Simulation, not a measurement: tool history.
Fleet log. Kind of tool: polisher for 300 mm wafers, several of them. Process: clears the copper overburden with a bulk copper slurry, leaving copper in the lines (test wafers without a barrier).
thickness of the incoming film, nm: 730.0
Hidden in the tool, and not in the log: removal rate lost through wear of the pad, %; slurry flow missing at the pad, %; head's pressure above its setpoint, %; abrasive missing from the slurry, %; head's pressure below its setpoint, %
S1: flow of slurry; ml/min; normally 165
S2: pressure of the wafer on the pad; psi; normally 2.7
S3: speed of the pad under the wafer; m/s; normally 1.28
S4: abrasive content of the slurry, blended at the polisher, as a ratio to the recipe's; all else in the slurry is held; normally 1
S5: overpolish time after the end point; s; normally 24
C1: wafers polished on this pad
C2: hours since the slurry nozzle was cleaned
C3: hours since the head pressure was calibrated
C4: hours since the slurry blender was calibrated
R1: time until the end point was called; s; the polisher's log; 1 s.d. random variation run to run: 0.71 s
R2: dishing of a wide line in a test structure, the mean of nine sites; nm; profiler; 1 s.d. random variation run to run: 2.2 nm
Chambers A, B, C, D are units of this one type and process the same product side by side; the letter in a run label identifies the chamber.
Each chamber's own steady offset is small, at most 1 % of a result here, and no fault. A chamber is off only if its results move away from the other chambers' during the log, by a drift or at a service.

| run | hour | S1 | S2 | S3 | S4 | S5 | C1 | C2 | C3 | C4 | R1 | R2 |
|---|---|---|---|---|---|---|---|---|---|---|---|---|
| 1A | 6 | 165 | 2.7 | 1.28 | 1 | 24 | 203 | 420.6 | 356.6 | 44.6 | 71.652 | 109.3 |
|  | 6.4 | chamber D: worn pad replaced by a new one |
| 2C | 12.4 | 165 | 2.7 | 1.28 | 1 | 24 | 245 | 134.5 | 284.5 | 245.2 | 70.965 | 105 |
|  | 17.4 | chamber B: slurry blender recalibrated |
| 3B | 19.1 | 165 | 2.7 | 1.28 | 1 | 24 | 232 | 23.8 | 414.3 | 1.7 | 71.431 | 104.78 |
| 4D | 29 | 165 | 2.7 | 1.28 | 1 | 24 | 177 | 99.6 | 261.6 | 147.3 | 72.083 | 107.97 |
| 5B | 38.1 | 165 | 2.7 | 1.28 | 1 | 24 | 381 | 42.8 | 433.3 | 20.7 | 71.113 | 103.29 |
| 6D | 47.5 | 165 | 2.7 | 1.28 | 1 | 24 | 322 | 118.1 | 280.1 | 165.8 | 71.384 | 110.22 |
|  | 55.2 | chamber A: head pressure recalibrated |
| 7C | 57.4 | 165 | 2.7 | 1.64 | 1 | 24 | 597 | 179.5 | 329.5 | 290.2 | 55.251 | 121.27 |
| 8A | 70 | 165 | 2.7 | 1.64 | 1 | 24 | 705 | 484.6 | 14.9 | 108.6 | 55.751 | 120.36 |
|  | 73.9 | chamber C: worn pad replaced by a new one |
|  | 74.9 | chamber B: worn pad replaced by a new one |
|  | 77.1 | chamber A: slurry blender recalibrated |
| 9C | 81.9 | 165 | 2.7 | 1.64 | 1 | 24 | 63 | 204 | 354 | 314.7 | 55.383 | 117.48 |
| 10D | 90.1 | 165 | 2.7 | 1.64 | 1 | 24 | 656 | 160.7 | 322.7 | 208.4 | 55.633 | 123.35 |
|  | 94.1 | chamber A: worn pad replaced by a new one |
| 11A | 100 | 165 | 2.7 | 1.28 | 1 | 24 | 46 | 514.6 | 44.9 | 22.9 | 71.271 | 105.4 |
|  | 101.2 | chamber D: worn pad replaced by a new one |
| 12B | 108.3 | 165 | 2.7 | 1.28 | 1 | 24 | 262 | 113 | 503.5 | 90.9 | 71.435 | 101.83 |
| 13D | 117.5 | 165 | 2.7 | 1.28 | 1 | 24 | 127 | 188.1 | 350.1 | 235.8 | 72.883 | 109.28 |
| 14A | 124.3 | 165 | 2.7 | 1.28 | 1 | 24 | 237 | 538.9 | 69.2 | 47.2 | 71.243 | 108.9 |
| 15C | 134 | 165 | 2.7 | 1.28 | 1 | 24 | 471 | 256.1 | 406.1 | 366.8 | 71.141 | 111.15 |
| 16B | 146.5 | 165 | 2.7 | 1.28 | 1 | 24 | 561 | 151.2 | 541.7 | 129.1 | 71.007 | 104.8 |
|  | 150.6 | chamber C: slurry blender recalibrated |
|  | 152.1 | chamber C: slurry nozzle cleaned |
| 17D | 154 | 165 | 2.7 | 1.28 | 1 | 24 | 414 | 224.6 | 386.6 | 272.3 | 71.065 | 108.75 |
|  | 154.9 | chamber B: worn pad replaced by a new one |
|  | 155.4 | chamber C: worn pad replaced by a new one |
| 18A | 166.5 | 165 | 2.7 | 1.28 | 1 | 24 | 567 | 581.1 | 111.4 | 89.4 | 71.253 | 107.66 |
|  | 167.3 | chamber A: slurry nozzle cleaned |
|  | 170.5 | chamber D: slurry nozzle cleaned |
| 19B | 175.5 | 165 | 2.7 | 1.28 | 1 | 24 | 161 | 180.2 | 570.7 | 158.1 | 70.442 | 107.44 |
|  | 184.2 | chamber A: slurry blender recalibrated |
| 20C | 185.2 | 165 | 2.7 | 1.28 | 1 | 24 | 233 | 33.2 | 457.3 | 34.6 | 70.079 | 107.25 |
| 21C | 193.5 | 165 | 2.7 | 1.28 | 1 | 24 | 298 | 41.5 | 465.6 | 42.9 | 70.825 | 107.47 |
| 22A | 204.6 | 165 | 2.7 | 1.28 | 1 | 24 | 866 | 37.4 | 149.5 | 20.4 | 70.989 | 108.94 |
|  | 204.7 | chamber D: worn pad replaced by a new one |
| 23B | 210.1 | 165 | 2.7 | 1.28 | 1 | 24 | 432 | 214.8 | 605.3 | 192.7 | 71.45 | 106.81 |
| 24D | 215.7 | 165 | 2.7 | 1.28 | 1 | 24 | 86 | 45.3 | 448.3 | 334 | 73.492 | 104.24 |
|  | 220.2 | chamber A: worn pad replaced by a new one |
| 25C | 222.7 | 165 | 2.7 | 1.28 | 1 | 24 | 527 | 70.7 | 494.8 | 72.1 | 70.712 | 108.6 |
|  | 227 | chamber B: worn pad replaced by a new one |
|  | 230.9 | chamber B: slurry nozzle cleaned |
| 26B | 234.7 | 165 | 2.7 | 1.28 | 1 | 24 | 60 | 3.8 | 629.9 | 217.3 | 72.775 | 106.33 |
|  | 239.3 | chamber C: worn pad replaced by a new one |
| 27D | 246.8 | 165 | 2.7 | 1.28 | 1 | 24 | 330 | 76.4 | 479.4 | 365.1 | 72.524 | 111.11 |
| 28A | 253.3 | 165 | 2.7 | 1.28 | 1 | 24 | 259 | 86.1 | 198.2 | 69.1 | 71.023 | 107.08 |
|  | 258.8 | chamber B: head pressure recalibrated |
| 29C | 261.3 | 165 | 2.7 | 1.28 | 1 | 24 | 172 | 109.3 | 533.4 | 110.7 | 71.652 | 105.7 |
| 30D | 273.3 | 165 | 2.7 | 1.28 | 1 | 24 | 538 | 102.9 | 505.9 | 391.6 | 74.3 | 103.64 |
| 31B | 281.2 | 165 | 2.7 | 1.28 | 1 | 24 | 424 | 50.3 | 22.4 | 263.8 | 71.35 | 108.7 |
|  | 283 | chamber D: worn pad replaced by a new one |
|  | 288.6 | chamber A: slurry blender recalibrated |
| 32A | 293.3 | 165 | 2.7 | 1.28 | 1 | 24 | 573 | 126.1 | 238.2 | 4.8 | 71.875 | 106.77 |
|  | 300.5 | chamber B: worn pad replaced by a new one |
| 33A | 303.8 | 165 | 2.7 | 1.28 | 1 | 24 | 655 | 136.6 | 248.7 | 15.3 | 70.367 | 112.69 |
| 34D | 315.2 | 165 | 2.7 | 1.28 | 1 | 24 | 252 | 144.8 | 547.8 | 433.5 | 76.654 | 101.37 |
|  | 322.6 | chamber B: slurry blender recalibrated |
| 35B | 326.9 | 165 | 2.7 | 1.28 | 1 | 24 | 206 | 96 | 68.1 | 4.3 | 72.819 | 105.4 |

All 4 chambers run these settings next. Forecast each chamber's results:
| 36A | 336 | 110 | 2.7 | 1.28 | 1 | 24 |  |  |  |  | ? | ? |
| 36B | 336 | 110 | 2.7 | 1.28 | 1 | 24 |  |  |  |  | ? | ? |
| 36C | 336 | 110 | 2.7 | 1.28 | 1 | 24 |  |  |  |  | ? | ? |
| 36D | 336 | 110 | 2.7 | 1.28 | 1 | 24 |  |  |  |  | ? | ? |

| run | R1 | R2 |
|---|---|---|
| 36A | 76.288 | 106.67 |
| 36B | 77.749 | 101.62 |
| 36C | 75.587 | 105.75 |
| 36D | 83.725 | 98.687 |

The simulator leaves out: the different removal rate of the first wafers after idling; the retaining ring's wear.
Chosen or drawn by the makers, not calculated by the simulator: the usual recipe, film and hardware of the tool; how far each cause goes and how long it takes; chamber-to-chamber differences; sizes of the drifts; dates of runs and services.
